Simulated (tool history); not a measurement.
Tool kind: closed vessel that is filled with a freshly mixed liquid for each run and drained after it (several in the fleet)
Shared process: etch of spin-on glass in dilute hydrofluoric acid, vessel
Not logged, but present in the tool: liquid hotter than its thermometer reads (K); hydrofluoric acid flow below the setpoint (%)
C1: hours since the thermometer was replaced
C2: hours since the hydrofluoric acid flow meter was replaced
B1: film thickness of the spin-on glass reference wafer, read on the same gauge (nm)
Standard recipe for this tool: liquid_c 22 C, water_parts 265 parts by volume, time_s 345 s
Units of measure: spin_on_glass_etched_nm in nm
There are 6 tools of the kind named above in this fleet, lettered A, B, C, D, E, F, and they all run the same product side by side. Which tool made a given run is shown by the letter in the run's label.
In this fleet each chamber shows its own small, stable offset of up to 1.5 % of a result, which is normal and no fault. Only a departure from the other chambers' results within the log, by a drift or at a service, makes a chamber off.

Run 1D, hour 2.8: usual settings; C1 1855.0; C2 1751.0; B1 60.016. Result: spin_on_glass_etched_nm 24.4940 nm.
Run 2A, hour 6.0: usual settings; C1 970.1; C2 450.5; B1 59.983. Result: spin_on_glass_etched_nm 24.0780 nm.
Run 3B, hour 8.9: usual settings; C1 912.0; C2 631.7; B1 60.053. Result: spin_on_glass_etched_nm 24.3090 nm.
Run 4C, hour 12.8: usual settings; C1 111.2; C2 966.0; B1 60.007. Result: spin_on_glass_etched_nm 23.9790 nm.
Run 5E, hour 15.7: usual settings but water_parts 390 parts by volume, time_s 210 s; C1 684.6; C2 1435.1; B1 60.016. Result: spin_on_glass_etched_nm 8.9050 nm.
At hour 15.8: chamber F: thermometer replaced.
Run 6F, hour 19.0: usual settings but water_parts 390 parts by volume, time_s 210 s; C1 3.3; C2 387.9; B1 59.989. Result: spin_on_glass_etched_nm 8.7272 nm.
Run 7F, hour 21.6: usual settings but water_parts 390 parts by volume, time_s 210 s; C1 5.9; C2 390.5; B1 59.983. Result: spin_on_glass_etched_nm 8.9046 nm.
Run 8A, hour 24.0: usual settings but water_parts 390 parts by volume, time_s 210 s; C1 988.1; C2 468.5; B1 59.963. Result: spin_on_glass_etched_nm 8.8585 nm.
Run 9C, hour 26.9: usual settings but water_parts 390 parts by volume, time_s 210 s; C1 125.3; C2 980.1; B1 59.985. Result: spin_on_glass_etched_nm 8.8220 nm.
Run 10B, hour 29.6: usual settings but water_parts 390 parts by volume, time_s 210 s; C1 932.7; C2 652.4; B1 59.978. Result: spin_on_glass_etched_nm 8.9089 nm.
Run 11E, hour 34.1: usual settings but time_s 465 s; C1 703.0; C2 1453.5; B1 60.020. Result: spin_on_glass_etched_nm 32.7390 nm.
Run 12D, hour 38.8: usual settings but time_s 465 s; C1 1891.0; C2 1787.0; B1 60.003. Result: spin_on_glass_etched_nm 32.9910 nm.
Run 13B, hour 41.9: usual settings but time_s 465 s; C1 945.0; C2 664.7; B1 59.976. Result: spin_on_glass_etched_nm 32.7870 nm.
Run 14C, hour 44.2: usual settings but time_s 465 s; C1 142.6; C2 997.4; B1 60.046. Result: spin_on_glass_etched_nm 31.7720 nm.
Run 15D, hour 49.1: usual settings but time_s 465 s; C1 1901.3; C2 1797.3; B1 60.022. Result: spin_on_glass_etched_nm 32.5790 nm.
Run 16F, hour 51.9: usual settings but time_s 465 s; C1 36.2; C2 420.8; B1 59.970. Result: spin_on_glass_etched_nm 32.4550 nm.
Run 17E, hour 55.2: usual settings but water_parts 325 parts by volume, time_s 500 s; C1 724.1; C2 1474.6; B1 59.974. Result: spin_on_glass_etched_nm 26.6970 nm.
Run 18A, hour 58.3: usual settings but water_parts 325 parts by volume, time_s 500 s; C1 1022.4; C2 502.8; B1 59.976. Result: spin_on_glass_etched_nm 26.8220 nm.
Run 19D, hour 61.7: usual settings but water_parts 325 parts by volume, time_s 500 s; C1 1913.9; C2 1809.9; B1 59.983. Result: spin_on_glass_etched_nm 27.2730 nm.
Run 20F, hour 66.3: usual settings but water_parts 325 parts by volume, time_s 500 s; C1 50.6; C2 435.2; B1 60.004. Result: spin_on_glass_etched_nm 26.7240 nm.
Run 21B, hour 69.5: usual settings but water_parts 325 parts by volume, time_s 500 s; C1 972.6; C2 692.3; B1 59.993. Result: spin_on_glass_etched_nm 27.1190 nm.
Run 22C, hour 74.4: usual settings but water_parts 325 parts by volume, time_s 500 s; C1 172.8; C2 1027.6; B1 60.020. Result: spin_on_glass_etched_nm 27.0160 nm.
Run 23A, hour 77.7: usual settings; C1 1041.8; C2 522.2; B1 59.961. Result: spin_on_glass_etched_nm 24.3500 nm.
Run 24E, hour 81.0: usual settings but liquid_c 27 C; C1 749.9; C2 1500.4; B1 59.977. Result: spin_on_glass_etched_nm 28.7850 nm.
Run 25E, hour 84.9: usual settings but liquid_c 27 C; C1 753.8; C2 1504.3; B1 59.998. Result: spin_on_glass_etched_nm 29.1310 nm.
Run 26A, hour 88.7: usual settings but liquid_c 27 C; C1 1052.8; C2 533.2; B1 59.970. Result: spin_on_glass_etched_nm 28.8930 nm.
Run 27B, hour 93.6: usual settings but liquid_c 27 C; C1 996.7; C2 716.4; B1 60.005. Result: spin_on_glass_etched_nm 29.3220 nm.
Run 28C, hour 96.4: usual settings but liquid_c 27 C; C1 194.8; C2 1049.6; B1 60.001. Result: spin_on_glass_etched_nm 28.6650 nm.
Run 29D, hour 99.9: usual settings but liquid_c 27 C; C1 1952.1; C2 1848.1; B1 60.012. Result: spin_on_glass_etched_nm 29.0650 nm.
Run 30F, hour 102.7: usual settings; C1 87.0; C2 471.6; B1 59.989. Result: spin_on_glass_etched_nm 23.9470 nm.
Run 31B, hour 105.6: usual settings; C1 1008.7; C2 728.4; B1 59.980. Result: spin_on_glass_etched_nm 24.2970 nm.
Run 32D, hour 108.7: usual settings; C1 1960.9; C2 1856.9; B1 60.018. Result: spin_on_glass_etched_nm 24.2330 nm.
Run 33E, hour 112.0: usual settings; C1 780.9; C2 1531.4; B1 60.017. Result: spin_on_glass_etched_nm 24.2800 nm.
Run 34C, hour 114.7: usual settings; C1 213.1; C2 1067.9; B1 60.003. Result: spin_on_glass_etched_nm 24.0040 nm.
Run 35F, hour 118.0: usual settings; C1 102.3; C2 486.9; B1 60.004. Result: spin_on_glass_etched_nm 24.0220 nm.
Run 36A, hour 120.2: usual settings; C1 1084.3; C2 564.7; B1 60.015. Result: spin_on_glass_etched_nm 24.1140 nm.
Run 37B, hour 122.6: usual settings; C1 1025.7; C2 745.4; B1 60.023. Result: spin_on_glass_etched_nm 23.9220 nm.
Run 38F, hour 126.9: usual settings; C1 111.2; C2 495.8; B1 59.961. Result: spin_on_glass_etched_nm 24.2740 nm.
Run 39C, hour 130.8: usual settings; C1 229.2; C2 1084.0; B1 59.985. Result: spin_on_glass_etched_nm 24.1790 nm.
Run 40E, hour 133.3: usual settings; C1 802.2; C2 1552.7; B1 60.029. Result: spin_on_glass_etched_nm 24.1980 nm.
Run 41A, hour 138.2: usual settings; C1 1102.3; C2 582.7; B1 60.033. Result: spin_on_glass_etched_nm 24.3300 nm.
Run 42D, hour 142.5: usual settings; C1 1994.7; C2 1890.7; B1 60.002. Result: spin_on_glass_etched_nm 24.3250 nm.
Run 43A, hour 146.9: usual settings; C1 1111.0; C2 591.4; B1 59.969. Result: spin_on_glass_etched_nm 24.2460 nm.

Is one chamber out of step, is the gauge drifting, or do the chambers differ by no more than their own small offsets? For an off chamber, give its letter and the likeliest cause.

No chamber stands off beyond its own small offset, and the gauge holds steady.
